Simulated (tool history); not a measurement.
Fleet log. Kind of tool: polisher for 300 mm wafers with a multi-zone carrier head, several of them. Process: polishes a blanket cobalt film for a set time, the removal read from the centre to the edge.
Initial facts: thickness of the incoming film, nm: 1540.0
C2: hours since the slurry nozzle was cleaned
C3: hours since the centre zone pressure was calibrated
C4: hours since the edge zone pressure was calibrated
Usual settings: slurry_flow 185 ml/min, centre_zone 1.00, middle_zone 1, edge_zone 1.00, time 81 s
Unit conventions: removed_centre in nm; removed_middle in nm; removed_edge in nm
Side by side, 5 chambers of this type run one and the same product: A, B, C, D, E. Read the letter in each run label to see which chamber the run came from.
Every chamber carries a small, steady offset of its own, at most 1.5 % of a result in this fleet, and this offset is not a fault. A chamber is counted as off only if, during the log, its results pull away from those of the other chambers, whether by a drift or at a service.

At hour 0.2: chamber A: worn pad replaced by a new one.
Run 1A, hour 3.0: usual settings; wafers polished on this pad 22; C2 395.2; C3 47.3; C4 516.7. Result: removed_centre 452.93 nm, removed_middle 458.90 nm, removed_edge 442.71 nm.
Run 2B, hour 7.8: usual settings; wafers polished on this pad 405; C2 39.8; C3 495.4; C4 202.9. Result: removed_centre 444.75 nm, removed_middle 447.72 nm, removed_edge 439.81 nm.
Run 3D, hour 11.8: usual settings; wafers polished on this pad 1054; C2 618.6; C3 539.6; C4 444.1. Result: removed_centre 445.37 nm, removed_middle 448.05 nm, removed_edge 456.55 nm.
Run 4E, hour 14.9: usual settings; wafers polished on this pad 204; C2 84.1; C3 607.9; C4 770.9. Result: removed_centre 451.88 nm, removed_middle 458.43 nm, removed_edge 446.94 nm.
Run 5C, hour 20.8: usual settings; wafers polished on this pad 621; C2 309.4; C3 703.4; C4 240.0. Result: removed_centre 449.32 nm, removed_middle 447.33 nm, removed_edge 451.27 nm.
Run 6B, hour 26.5: usual settings; wafers polished on this pad 551; C2 58.5; C3 514.1; C4 221.6. Result: removed_centre 445.34 nm, removed_middle 446.89 nm, removed_edge 447.46 nm.
Run 7C, hour 30.2: usual settings but centre_zone 0.94, time 63 s; wafers polished on this pad 694; C2 318.8; C3 712.8; C4 249.4. Result: removed_centre 324.48 nm, removed_middle 351.74 nm, removed_edge 351.25 nm.
Run 8A, hour 34.9: usual settings but centre_zone 0.94, time 63 s; wafers polished on this pad 271; C2 427.1; C3 79.2; C4 548.6. Result: removed_centre 327.06 nm, removed_middle 352.01 nm, removed_edge 343.84 nm.
Run 9E, hour 39.6: usual settings but centre_zone 0.94, time 63 s; wafers polished on this pad 397; C2 108.8; C3 632.6; C4 795.6. Result: removed_centre 324.34 nm, removed_middle 359.39 nm, removed_edge 339.38 nm.
Run 10D, hour 44.0: usual settings but centre_zone 0.94, time 63 s; wafers polished on this pad 1305; C2 650.8; C3 571.8; C4 476.3. Result: removed_centre 326.94 nm, removed_middle 349.93 nm, removed_edge 346.83 nm.
Run 11D, hour 47.8: usual settings but centre_zone 0.94, time 63 s; wafers polished on this pad 1335; C2 654.6; C3 575.6; C4 480.1. Result: removed_centre 325.18 nm, removed_middle 357.44 nm, removed_edge 352.61 nm.
At hour 50.4: chamber D: worn pad replaced by a new one.
Run 12A, hour 52.8: usual settings; wafers polished on this pad 410; C2 445.0; C3 97.1; C4 566.5. Result: removed_centre 454.85 nm, removed_middle 455.36 nm, removed_edge 442.68 nm.
Run 13C, hour 55.8: usual settings; wafers polished on this pad 893; C2 344.4; C3 738.4; C4 275.0. Result: removed_centre 445.59 nm, removed_middle 448.76 nm, removed_edge 441.34 nm.
Run 14B, hour 61.4: usual settings; wafers polished on this pad 823; C2 93.4; C3 549.0; C4 256.5. Result: removed_centre 445.49 nm, removed_middle 459.78 nm, removed_edge 448.91 nm.
At hour 61.8: chamber C: slurry nozzle cleaned.
Run 15E, hour 66.3: usual settings; wafers polished on this pad 605; C2 135.5; C3 659.3; C4 822.3. Result: removed_centre 439.15 nm, removed_middle 454.47 nm, removed_edge 445.22 nm.
At hour 66.4: chamber E: worn pad replaced by a new one.
Run 16D, hour 70.9: usual settings; wafers polished on this pad 160; C2 677.7; C3 598.7; C4 503.2. Result: removed_centre 450.08 nm, removed_middle 451.32 nm, removed_edge 442.68 nm.
Run 17B, hour 75.0: usual settings; wafers polished on this pad 929; C2 107.0; C3 562.6; C4 270.1. Result: removed_centre 444.63 nm, removed_middle 455.23 nm, removed_edge 447.85 nm.
At hour 77.4: chamber A: worn pad replaced by a new one.
Run 18A, hour 78.0: usual settings; wafers polished on this pad 5; C2 470.2; C3 122.3; C4 591.7. Result: removed_centre 454.32 nm, removed_middle 451.64 nm, removed_edge 442.82 nm.
Run 19E, hour 82.5: usual settings; wafers polished on this pad 125; C2 151.7; C3 675.5; C4 838.5. Result: removed_centre 444.86 nm, removed_middle 454.51 nm, removed_edge 445.68 nm.
Run 20C, hour 86.1: usual settings but slurry_flow 220 ml/min, edge_zone 1.11; wafers polished on this pad 1129; C2 24.3; C3 768.7; C4 305.3. Result: removed_centre 463.78 nm, removed_middle 464.08 nm, removed_edge 492.94 nm.
At hour 87.8: chamber A: slurry nozzle cleaned.
At hour 89.5: chamber E: centre zone pressure recalibrated.
Run 21C, hour 91.6: usual settings but slurry_flow 220 ml/min, edge_zone 1.11; wafers polished on this pad 1172; C2 29.8; C3 774.2; C4 310.8. Result: removed_centre 457.90 nm, removed_middle 459.19 nm, removed_edge 495.00 nm.
At hour 96.2: chamber C: worn pad replaced by a new one.
Run 22A, hour 97.8: usual settings but slurry_flow 220 ml/min, edge_zone 1.11; wafers polished on this pad 159; C2 10.0; C3 142.1; C4 611.5. Result: removed_centre 464.60 nm, removed_middle 460.69 nm, removed_edge 478.39 nm.
Run 23D, hour 101.8: usual settings but slurry_flow 220 ml/min, edge_zone 1.11; wafers polished on this pad 401; C2 708.6; C3 629.6; C4 534.1. Result: removed_centre 459.24 nm, removed_middle 464.27 nm, removed_edge 487.70 nm.
At hour 102.4: chamber B: worn pad replaced by a new one.
Run 24B, hour 106.0: usual settings but slurry_flow 220 ml/min, edge_zone 1.11; wafers polished on this pad 28; C2 138.0; C3 593.6; C4 301.1. Result: removed_centre 467.58 nm, removed_middle 464.72 nm, removed_edge 485.04 nm.
Run 25E, hour 110.2: usual settings; wafers polished on this pad 341; C2 179.4; C3 20.8; C4 866.2. Result: removed_centre 441.51 nm, removed_middle 456.65 nm, removed_edge 450.75 nm.
Run 26C, hour 116.5: usual settings; wafers polished on this pad 158; C2 54.7; C3 799.1; C4 335.7. Result: removed_centre 450.56 nm, removed_middle 449.04 nm, removed_edge 456.72 nm.
Run 27E, hour 121.9: usual settings; wafers polished on this pad 432; C2 191.1; C3 32.5; C4 877.9. Result: removed_centre 446.48 nm, removed_middle 449.51 nm, removed_edge 444.79 nm.
Run 28B, hour 125.0: usual settings; wafers polished on this pad 176; C2 157.0; C3 612.6; C4 320.1. Result: removed_centre 451.29 nm, removed_middle 450.08 nm, removed_edge 449.09 nm.
Run 29A, hour 129.7: usual settings but slurry_flow 150 ml/min; wafers polished on this pad 407; C2 41.9; C3 174.0; C4 643.4. Result: removed_centre 436.40 nm, removed_middle 437.10 nm, removed_edge 429.20 nm.
Run 30D, hour 134.7: usual settings but slurry_flow 150 ml/min; wafers polished on this pad 657; C2 741.5; C3 662.5; C4 567.0. Result: removed_centre 434.90 nm, removed_middle 439.36 nm, removed_edge 446.11 nm.
Run 31B, hour 138.6: usual settings but slurry_flow 150 ml/min; wafers polished on this pad 282; C2 170.6; C3 626.2; C4 333.7. Result: removed_centre 424.49 nm, removed_middle 435.00 nm, removed_edge 434.83 nm.
At hour 141.5: chamber D: centre zone pressure recalibrated.
Run 32C, hour 143.0: usual settings but slurry_flow 150 ml/min; wafers polished on this pad 365; C2 81.2; C3 825.6; C4 362.2. Result: removed_centre 425.35 nm, removed_middle 440.70 nm, removed_edge 449.49 nm.
At hour 148.0: chamber E: worn pad replaced by a new one.
At hour 148.3: chamber D: edge zone pressure recalibrated.
Run 33A, hour 148.5: usual settings but slurry_flow 150 ml/min; wafers polished on this pad 554; C2 60.7; C3 192.8; C4 662.2. Result: removed_centre 436.19 nm, removed_middle 434.67 nm, removed_edge 435.24 nm.
Run 34E, hour 151.5: usual settings; wafers polished on this pad 27; C2 220.7; C3 62.1; C4 907.5. Result: removed_centre 438.83 nm, removed_middle 454.01 nm, removed_edge 447.05 nm.
Run 35D, hour 157.1: usual settings; wafers polished on this pad 831; C2 763.9; C3 15.6; C4 8.8. Result: removed_centre 451.58 nm, removed_middle 452.89 nm, removed_edge 441.08 nm.

One chamber off, gauge drift, or nothing amiss beyond the chambers' own small offsets? If it is a chamber, which one, and what is the likeliest cause?

The fleet is healthy, with each chamber sitting at its usual small offset and no drift in the gauge.
